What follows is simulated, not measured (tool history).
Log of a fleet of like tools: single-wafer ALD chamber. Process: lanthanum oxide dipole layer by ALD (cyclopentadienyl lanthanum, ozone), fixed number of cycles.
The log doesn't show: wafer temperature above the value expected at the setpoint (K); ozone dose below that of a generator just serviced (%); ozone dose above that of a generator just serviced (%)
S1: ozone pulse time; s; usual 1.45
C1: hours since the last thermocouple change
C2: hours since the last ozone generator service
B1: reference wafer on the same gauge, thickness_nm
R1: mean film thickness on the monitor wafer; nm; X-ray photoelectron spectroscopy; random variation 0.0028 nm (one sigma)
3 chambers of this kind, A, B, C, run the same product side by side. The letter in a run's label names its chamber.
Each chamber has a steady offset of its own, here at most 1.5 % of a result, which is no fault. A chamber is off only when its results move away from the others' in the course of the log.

run   hour    S1      C1     C2       B1       R1
 1B    3.3  1.45   143.8  335.8   0.6206  0.54665
 2C    5.7  1.45  1577.8  608.3  0.62052  0.54743
 3A    8.8  1.45  1083.6  241.1  0.62176  0.55399
 4B   12.8  1.45   153.3  345.3  0.62089  0.54962
 5C   16.4  1.45  1588.5    619  0.62108  0.54348
 6A   18.7  1.84  1093.5    251  0.62095  0.56479
 7A   23.4  1.84  1098.2  255.7   0.6214   0.5663
 8C   27.8  1.84  1599.9  630.4  0.62086  0.56166
 9B     31  1.25   171.5  363.5  0.62138  0.53134
10C   34.3  1.25  1606.4  636.9  0.62027  0.52663
11B   38.3  1.25   178.8  370.8  0.62108  0.53395
12A     41  1.45  1115.8  273.3  0.62099  0.55134
13C   43.5  1.86  1615.6  646.1  0.62056  0.56819
14B   47.5  1.86     188    380   0.6206  0.56767
15A   50.2  1.86    1125  282.5  0.62075  0.57387
16C   52.5  1.45  1624.6  655.1  0.62085  0.54824
17B     55  1.45   195.5  387.5  0.62146  0.54669
18A   59.8  1.45  1134.6  292.1   0.6209  0.55238
19C   62.9  1.45    1635  665.5  0.62071  0.54974
20A   67.4  1.45  1142.2  299.7  0.62131  0.55333
21B     72  1.45   212.5  404.5  0.62109  0.54129
22B   75.4  1.45   215.9  407.9  0.62081  0.54238
23A     78  1.45  1152.8  310.3  0.62123  0.55126
24C   82.6  1.45  1654.7  685.2  0.62126  0.54919
25C   85.3  1.45  1657.4  687.9  0.62092    0.547
26A   88.9  1.45  1163.7  321.2  0.62063  0.55703
27B   93.2  1.45   233.7  425.7  0.62108  0.53504
28A   95.7  1.45  1170.5    328  0.62052  0.54854
29C   99.3  1.45  1671.4  701.9  0.62178  0.54346
30B  102.4  1.45   242.9  434.9  0.62028  0.53369
31B  106.8  1.45   247.3  439.3  0.62061  0.53132
32A  111.5   1.2  1186.3  343.8   0.6206  0.53028
33C  115.1   1.2  1687.2  717.7  0.62122   0.5284
34C  119.7   1.2  1691.8  722.3  0.62024  0.52703
35A  122.8  1.45  1197.6  355.1  0.62129  0.55736
36B  126.2  1.45   266.7  458.7   0.6215  0.52653
37A    129  1.45  1203.8  361.3  0.62127  0.54873
38B  131.5  1.45     272    464  0.62093  0.52232
39C  134.1  1.45  1706.2  736.7  0.62084  0.54609
40A  138.6  1.45  1213.4  370.9  0.62095  0.55147

Is one chamber off against the others, does the gauge drift, or is nothing wrong? If a chamber is off, say which, and what the likeliest cause is.

Chamber B drifts away from the others.
Cause: ozone dose below that of a generator just serviced (%) = 23.3.

Here are 4 candidates for chamber B's next run, each the usual settings with a change, their results left as question marks. Which one brings its results back in line with what the others give on the usual settings?
In line means no further than this from the other chambers' mean on the usual settings: R1 0.01 nm
41B-1   142  1.31               ?
41B-2   142  1.19               ?
41B-3   142  1.83               ?
41B-4   142  1.59               ?

The other chambers' mean on the usual settings: R1 0.54927 nm
  run       R1
41B-1  0.49968
41B-2  0.48355
41B-3   0.5433
41B-4  0.52744
41B-3 brings the chamber back in line.

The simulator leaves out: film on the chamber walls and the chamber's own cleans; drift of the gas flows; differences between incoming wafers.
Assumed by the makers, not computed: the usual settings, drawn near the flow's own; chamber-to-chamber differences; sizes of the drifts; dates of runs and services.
